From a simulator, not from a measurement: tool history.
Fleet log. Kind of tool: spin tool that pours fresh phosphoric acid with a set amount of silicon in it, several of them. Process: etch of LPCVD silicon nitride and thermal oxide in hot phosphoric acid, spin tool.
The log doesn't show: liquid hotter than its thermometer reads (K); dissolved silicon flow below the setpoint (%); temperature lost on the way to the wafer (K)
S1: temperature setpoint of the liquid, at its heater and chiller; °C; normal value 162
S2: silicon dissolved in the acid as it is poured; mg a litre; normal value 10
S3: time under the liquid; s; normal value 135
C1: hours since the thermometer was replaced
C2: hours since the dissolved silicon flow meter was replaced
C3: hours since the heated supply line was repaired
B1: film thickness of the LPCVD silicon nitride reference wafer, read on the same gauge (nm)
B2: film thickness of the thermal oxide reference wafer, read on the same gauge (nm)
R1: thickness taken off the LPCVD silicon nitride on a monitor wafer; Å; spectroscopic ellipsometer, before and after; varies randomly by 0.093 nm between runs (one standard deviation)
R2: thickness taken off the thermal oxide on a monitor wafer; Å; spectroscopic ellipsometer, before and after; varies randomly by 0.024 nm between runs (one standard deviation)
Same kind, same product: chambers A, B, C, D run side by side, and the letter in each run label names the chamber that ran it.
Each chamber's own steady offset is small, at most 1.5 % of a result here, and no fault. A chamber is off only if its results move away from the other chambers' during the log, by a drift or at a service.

{"run": "1B", "hour": 4.1, "S1": 162, "S2": 10, "S3": 135, "C1": 1123.2, "C2": 1704.2, "C3": 506.7, "B1": 90.073, "B2": 70.003, "R1": 127.95, "R2": 3.6504}
{"run": "2C", "hour": 6.3, "S1": 162, "S2": 10, "S3": 135, "C1": 2608.9, "C2": 822, "C3": 1516.3, "B1": 90.028, "B2": 70.001, "R1": 124.61, "R2": 3.568}
{"run": "3D", "hour": 10.0, "S1": 162, "S2": 10, "S3": 135, "C1": 279.1, "C2": 910.8, "C3": 1314, "B1": 90.045, "B2": 70.001, "R1": 125.11, "R2": 3.5613}
{"run": "4A", "hour": 14.0, "S1": 162, "S2": 10, "S3": 135, "C1": 1482, "C2": 520.1, "C3": 77.7, "B1": 89.99, "B2": 69.995, "R1": 125.66, "R2": 3.1437}
{"run": "5D", "hour": 16.1, "S1": 159.5, "S2": 10, "S3": 75, "C1": 285.2, "C2": 916.9, "C3": 1320.1, "B1": 89.978, "B2": 70.01, "R1": 64.31, "R2": 1.7035}
{"run": "6C", "hour": 18.0, "S1": 159.5, "S2": 10, "S3": 75, "C1": 2620.6, "C2": 833.7, "C3": 1528, "B1": 90.018, "B2": 70.011, "R1": 64.17, "R2": 1.4502}
{"run": "7A", "hour": 21.6, "S1": 159.5, "S2": 10, "S3": 75, "C1": 1489.6, "C2": 527.7, "C3": 85.3, "B1": 90.009, "B2": 69.995, "R1": 64.142, "R2": 1.5654}
{"run": "8B", "hour": 24.9, "S1": 159.5, "S2": 10, "S3": 75, "C1": 1144, "C2": 1725, "C3": 527.5, "B1": 89.983, "B2": 69.969, "R1": 65.572, "R2": 1.638}
{"run": "9A", "hour": 28.4, "S1": 162, "S2": 10, "S3": 135, "C1": 1496.4, "C2": 534.5, "C3": 92.1, "B1": 89.997, "B2": 70.02, "R1": 128.16, "R2": 3.3625}
{"run": "10B", "hour": 30.4, "S1": 162, "S2": 10, "S3": 135, "C1": 1149.5, "C2": 1730.5, "C3": 533, "B1": 90.059, "B2": 70.01, "R1": 126.86, "R2": 3.1362}
{"run": "11C", "hour": 32.7, "S1": 162, "S2": 10, "S3": 135, "C1": 2635.3, "C2": 848.4, "C3": 1542.7, "B1": 90.013, "B2": 69.967, "R1": 123.99, "R2": 3.3883}
{"run": "12D", "hour": 35.3, "S1": 162, "S2": 10, "S3": 135, "C1": 304.4, "C2": 936.1, "C3": 1339.3, "B1": 89.989, "B2": 70.011, "R1": 130.51, "R2": 3.0233}
{"run": "13A", "hour": 39.4, "S1": 160.5, "S2": 6.5, "S3": 135, "C1": 1507.4, "C2": 545.5, "C3": 103.1, "B1": 89.937, "B2": 70.022, "R1": 119.65, "R2": 2.9441}
{"run": "14B", "hour": 41.2, "S1": 160.5, "S2": 6.5, "S3": 135, "C1": 1160.3, "C2": 1741.3, "C3": 543.8, "B1": 90.029, "B2": 69.986, "R1": 121.51, "R2": 3.7729}
{"run": "15C", "hour": 45.2, "S1": 160.5, "S2": 6.5, "S3": 135, "C1": 2647.8, "C2": 860.9, "C3": 1555.2, "B1": 90.018, "B2": 69.962, "R1": 118.92, "R2": 3.122}
{"hour": 48.4, "done": "chamber B: dissolved silicon flow meter replaced"}
{"run": "16D", "hour": 49.5, "S1": 160.5, "S2": 6.5, "S3": 135, "C1": 318.6, "C2": 950.3, "C3": 1353.5, "B1": 89.989, "B2": 70.041, "R1": 124.89, "R2": 3.8905}
{"run": "17D", "hour": 51.9, "S1": 162, "S2": 10, "S3": 135, "C1": 321, "C2": 952.7, "C3": 1355.9, "B1": 89.962, "B2": 69.983, "R1": 130.6, "R2": 3.9643}
{"run": "18A", "hour": 55.2, "S1": 162, "S2": 16.5, "S3": 135, "C1": 1523.2, "C2": 561.3, "C3": 118.9, "B1": 90.01, "B2": 69.968, "R1": 127.12, "R2": 3.1374}
{"run": "19B", "hour": 58.0, "S1": 162, "S2": 16.5, "S3": 135, "C1": 1177.1, "C2": 9.6, "C3": 560.6, "B1": 90.006, "B2": 69.981, "R1": 126.85, "R2": 2.7639}
{"run": "20C", "hour": 61.7, "S1": 162, "S2": 16.5, "S3": 135, "C1": 2664.3, "C2": 877.4, "C3": 1571.7, "B1": 89.967, "B2": 70.032, "R1": 126.52, "R2": 2.8379}
{"run": "21A", "hour": 63.9, "S1": 162, "S2": 16.5, "S3": 135, "C1": 1531.9, "C2": 570, "C3": 127.6, "B1": 89.982, "B2": 70.015, "R1": 125.55, "R2": 3.0124}
{"run": "22D", "hour": 66.4, "S1": 162, "S2": 10, "S3": 135, "C1": 335.5, "C2": 967.2, "C3": 1370.4, "B1": 89.982, "B2": 69.988, "R1": 133.35, "R2": 3.959}
{"run": "23B", "hour": 68.5, "S1": 162, "S2": 13, "S3": 105, "C1": 1187.6, "C2": 20.1, "C3": 571.1, "B1": 90.006, "B2": 69.988, "R1": 100.4, "R2": 2.7913}
{"run": "24C", "hour": 70.9, "S1": 162, "S2": 13, "S3": 105, "C1": 2673.5, "C2": 886.6, "C3": 1580.9, "B1": 90.007, "B2": 69.994, "R1": 97.799, "R2": 2.5929}
{"run": "25C", "hour": 74.7, "S1": 162, "S2": 13, "S3": 105, "C1": 2677.3, "C2": 890.4, "C3": 1584.7, "B1": 90.039, "B2": 69.992, "R1": 98.397, "R2": 2.4445}
{"run": "26B", "hour": 76.8, "S1": 162, "S2": 13, "S3": 105, "C1": 1195.9, "C2": 28.4, "C3": 579.4, "B1": 89.953, "B2": 70, "R1": 98.351, "R2": 2.6197}

All chambers now run identical settings, listed one chamber a line with results as question marks. What results will each chamber show?
{"run": "27A", "hour": 79.9, "S1": 162, "S2": 10, "S3": 135, "R1": "?", "R2": "?"}
{"run": "27B", "hour": 79.9, "S1": 162, "S2": 10, "S3": 135, "R1": "?", "R2": "?"}
{"run": "27C", "hour": 79.9, "S1": 162, "S2": 10, "S3": 135, "R1": "?", "R2": "?"}
{"run": "27D", "hour": 79.9, "S1": 162, "S2": 10, "S3": 135, "R1": "?", "R2": "?"}

run=27A R1=125.32 R2=3.1982
run=27B R1=125.12 R2=3.5712
run=27C R1=125.4 R2=3.5294
run=27D R1=134.06 R2=3.9277
